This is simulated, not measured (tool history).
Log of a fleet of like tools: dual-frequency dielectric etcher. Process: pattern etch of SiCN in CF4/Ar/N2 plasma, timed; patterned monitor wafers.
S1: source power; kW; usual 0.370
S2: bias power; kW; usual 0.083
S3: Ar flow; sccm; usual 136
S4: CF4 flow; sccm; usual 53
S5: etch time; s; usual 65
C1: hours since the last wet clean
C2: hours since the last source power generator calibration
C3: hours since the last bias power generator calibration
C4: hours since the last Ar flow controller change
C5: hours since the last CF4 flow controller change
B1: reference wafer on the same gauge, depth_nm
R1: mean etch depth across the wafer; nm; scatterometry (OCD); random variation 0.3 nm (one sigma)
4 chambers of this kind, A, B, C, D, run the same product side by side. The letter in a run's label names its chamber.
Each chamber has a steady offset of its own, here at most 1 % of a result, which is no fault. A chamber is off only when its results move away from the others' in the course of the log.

run,hour,S1,S2,S3,S4,S5,C1,C2,C3,C4,C5,B1,R1
# hour 2.5: chamber B: wet clean of the chamber
1C,7.0,0.370,0.083,136,53,65,313.5,2005.1,1484.0,1415.1,2304.5,39.570,45.747
2A,13.8,0.370,0.083,136,53,65,329.5,167.3,1432.9,286.1,2110.0,39.632,45.336
3D,23.1,0.370,0.083,136,53,65,133.2,1020.0,3761.4,3110.5,3195.8,39.614,46.100
# hour 25.3: chamber C: wet clean of the chamber
4B,30.8,0.370,0.083,136,53,65,28.3,1038.1,1655.2,3119.0,1221.6,39.576,45.526
5A,42.0,0.370,0.083,136,53,65,357.7,195.5,1461.1,314.3,2138.2,39.620,45.658
6B,53.4,0.370,0.083,136,53,65,50.9,1060.7,1677.8,3141.6,1244.2,39.601,45.280
7D,60.4,0.370,0.083,136,53,65,170.5,1057.3,3798.7,3147.8,3233.1,39.629,45.906
# hour 62.8: chamber A: wet clean of the chamber
8C,72.4,0.370,0.083,136,53,65,47.1,2070.5,1549.4,1480.5,2369.9,39.608,45.854
9D,82.9,0.370,0.083,136,53,65,193.0,1079.8,3821.2,3170.3,3255.6,39.608,45.783
10B,89.0,0.370,0.083,136,53,65,86.5,1096.3,1713.4,3177.2,1279.8,39.562,45.707
11C,98.7,0.370,0.083,136,53,65,73.4,2096.8,1575.7,1506.8,2396.2,39.595,46.336
12A,108.9,0.370,0.083,136,53,65,46.1,262.4,1528.0,381.2,2205.1,39.604,45.014
13D,118.0,0.370,0.083,136,53,65,228.1,1114.9,3856.3,3205.4,3290.7,39.626,45.802
14C,129.5,0.400,0.063,136,53,65,104.2,2127.6,1606.5,1537.6,2427.0,39.656,44.993
15B,137.4,0.400,0.063,136,53,65,134.9,1144.7,1761.8,3225.6,1328.2,39.587,43.957
16A,144.0,0.400,0.063,136,53,65,81.2,297.5,1563.1,416.3,2240.2,39.598,43.845
17D,150.1,0.400,0.063,136,53,65,260.2,1147.0,3888.4,3237.5,3322.8,39.617,43.960
18B,155.4,0.370,0.083,136,53,65,152.9,1162.7,1779.8,3243.6,1346.2,39.554,45.527
19A,163.9,0.370,0.067,136,53,79,101.1,317.4,1583.0,436.2,2260.1,39.664,50.370
20C,175.3,0.370,0.067,136,53,79,150.0,2173.4,1652.3,1583.4,2472.8,39.519,51.458
21A,183.5,0.370,0.067,136,53,79,120.7,337.0,1602.6,455.8,2279.7,39.622,50.661
22B,193.9,0.370,0.067,136,53,79,191.4,1201.2,1818.3,3282.1,1384.7,39.560,50.411
# hour 201.9: chamber D: wet clean of the chamber
23D,203.8,0.370,0.083,136,53,65,2.0,1200.7,3942.1,3291.2,3376.5,39.618,45.758
24C,215.4,0.370,0.083,136,53,65,190.1,2213.5,1692.4,1623.5,2512.9,39.611,45.793
25B,225.6,0.370,0.083,136,53,65,223.1,1232.9,1850.0,3313.8,1416.4,39.629,45.222
# hour 228.2: chamber A: bias power generator calibrated
26A,231.4,0.370,0.083,136,53,65,168.6,384.9,3.2,503.7,2327.6,39.527,45.175
27D,243.2,0.370,0.083,136,53,65,41.4,1240.1,3981.5,3330.6,3415.9,39.637,45.532
# hour 251.3: chamber D: Ar flow controller replaced
28C,251.7,0.290,0.074,136,53,65,226.4,2249.8,1728.7,1659.8,2549.2,39.587,35.396
29B,263.4,0.290,0.074,136,53,65,260.9,1270.7,1887.8,3351.6,1454.2,39.545,34.845
30A,269.1,0.290,0.074,136,53,65,206.3,422.6,40.9,541.4,2365.3,39.596,35.189
31D,278.6,0.290,0.074,136,53,65,76.8,1275.5,4016.9,27.3,3451.3,39.581,35.387
32C,286.2,0.370,0.083,136,53,65,260.9,2284.3,1763.2,1694.3,2583.7,39.620,45.705
33B,293.7,0.370,0.083,136,53,65,291.2,1301.0,1918.1,3381.9,1484.5,39.604,44.728
34A,302.3,0.370,0.083,136,53,65,239.5,455.8,74.1,574.6,2398.5,39.658,44.970
35D,309.2,0.370,0.083,136,53,65,107.4,1306.1,4047.5,57.9,3481.9,39.630,45.542
36C,314.7,0.370,0.083,136,53,65,289.4,2312.8,1791.7,1722.8,2612.2,39.592,46.417
37A,325.4,0.370,0.083,136,53,65,262.6,478.9,97.2,597.7,2421.6,39.581,45.776
38B,335.1,0.370,0.103,136,60,65,332.6,1342.4,1959.5,3423.3,1525.9,39.598,49.822
39D,347.1,0.370,0.103,136,60,65,145.3,1344.0,4085.4,95.8,3519.8,39.636,50.571
40C,353.4,0.370,0.103,136,60,65,328.1,2351.5,1830.4,1761.5,2650.9,39.620,50.614
41C,361.6,0.370,0.103,136,60,65,336.3,2359.7,1838.6,1769.7,2659.1,39.604,50.849
42D,371.8,0.370,0.083,136,43,65,170.0,1368.7,4110.1,120.5,3544.5,39.583,44.376
43B,379.6,0.370,0.083,136,43,65,377.1,1386.9,2004.0,3467.8,1570.4,39.562,42.718

Next, every chamber runs the same settings. What will each give?
44A,388.2,0.370,0.083,136,53,65,,,,,,,?
44B,388.2,0.370,0.083,136,53,65,,,,,,,?
44C,388.2,0.370,0.083,136,53,65,,,,,,,?
44D,388.2,0.370,0.083,136,53,65,,,,,,,?

run,R1
44A,45.672
44B,43.863
44C,45.633
44D,45.981
